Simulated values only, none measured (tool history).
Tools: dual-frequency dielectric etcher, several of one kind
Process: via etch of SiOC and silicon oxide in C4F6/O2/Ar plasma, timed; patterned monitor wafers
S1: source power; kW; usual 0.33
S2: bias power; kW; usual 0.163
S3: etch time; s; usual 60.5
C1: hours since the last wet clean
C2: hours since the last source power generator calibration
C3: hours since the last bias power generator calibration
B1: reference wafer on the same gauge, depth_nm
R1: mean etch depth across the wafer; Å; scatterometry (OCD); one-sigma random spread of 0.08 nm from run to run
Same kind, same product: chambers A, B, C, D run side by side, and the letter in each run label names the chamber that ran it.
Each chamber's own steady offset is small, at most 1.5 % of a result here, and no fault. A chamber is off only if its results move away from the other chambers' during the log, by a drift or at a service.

run	hour	S1	S2	S3	C1	C2	C3	B1	R1
1B	4	0.33	0.163	60.5	11.9	290.7	22.8	49.478	609
2A	7.7	0.33	0.163	60.5	189.7	793.9	623.3	49.479	620.31
3C	13.8	0.33	0.163	60.5	407.9	709.9	4705.7	49.472	614.32
4D	19.5	0.33	0.163	60.5	95.4	2387.8	2787.8	49.451	618.74
5C	24	0.33	0.163	60.5	418.1	720.1	4715.9	49.446	613.1
6B	30.4	0.33	0.163	60.5	38.3	317.1	49.2	49.425	610.65
7A	33.8	0.33	0.163	60.5	215.8	820	649.4	49.42	619.74
8D	38.3	0.33	0.163	60.5	114.2	2406.6	2806.6	49.418	618.79
9C	43.1	0.33	0.163	60.5	437.2	739.2	4735	49.393	614.2
10B	49.4	0.33	0.163	60.5	57.3	336.1	68.2	49.389	611.06
11A	55.6	0.33	0.163	60.5	237.6	841.8	671.2	49.367	620.42
12D	59.8	0.33	0.163	60.5	135.7	2428.1	2828.1	49.375	617.08
13D	65.3	0.37	0.201	60.5	141.2	2433.6	2833.6	49.365	691.65
# hour 67.5: chamber C: wet clean of the chamber
14B	70.2	0.37	0.201	60.5	78.1	356.9	89	49.338	679.5
15A	75.1	0.37	0.201	60.5	257.1	861.3	690.7	49.326	690.89
16C	78.1	0.37	0.201	60.5	10.6	774.2	4770	49.316	687.06
17C	84.4	0.33	0.163	60.5	16.9	780.5	4776.3	49.314	611.53
18B	89	0.33	0.184	47.5	96.9	375.7	107.8	49.289	497.74
19A	92.7	0.33	0.184	47.5	274.7	878.9	708.3	49.304	504.37
20D	95.9	0.33	0.184	47.5	171.8	2464.2	2864.2	49.294	504.97
21C	102.3	0.33	0.184	47.5	34.8	798.4	4794.2	49.271	499.32
22D	105.9	0.33	0.163	60.5	181.8	2474.2	2874.2	49.268	615.55
23A	111.8	0.33	0.163	60.5	293.8	898	727.4	49.268	615.54
24B	115.7	0.33	0.163	60.5	123.6	402.4	134.5	49.25	606.67

Does one chamber stand apart from the rest, does the shared gauge drift, or is all well apart from small per-chamber offsets? Give the chamber and the most likely cause, where there is one.

Every chamber seems to shift together because the gauge that measures them all drifts; the chambers themselves are fine.
What lies behind it: gauge reads low (%) = 0.541.

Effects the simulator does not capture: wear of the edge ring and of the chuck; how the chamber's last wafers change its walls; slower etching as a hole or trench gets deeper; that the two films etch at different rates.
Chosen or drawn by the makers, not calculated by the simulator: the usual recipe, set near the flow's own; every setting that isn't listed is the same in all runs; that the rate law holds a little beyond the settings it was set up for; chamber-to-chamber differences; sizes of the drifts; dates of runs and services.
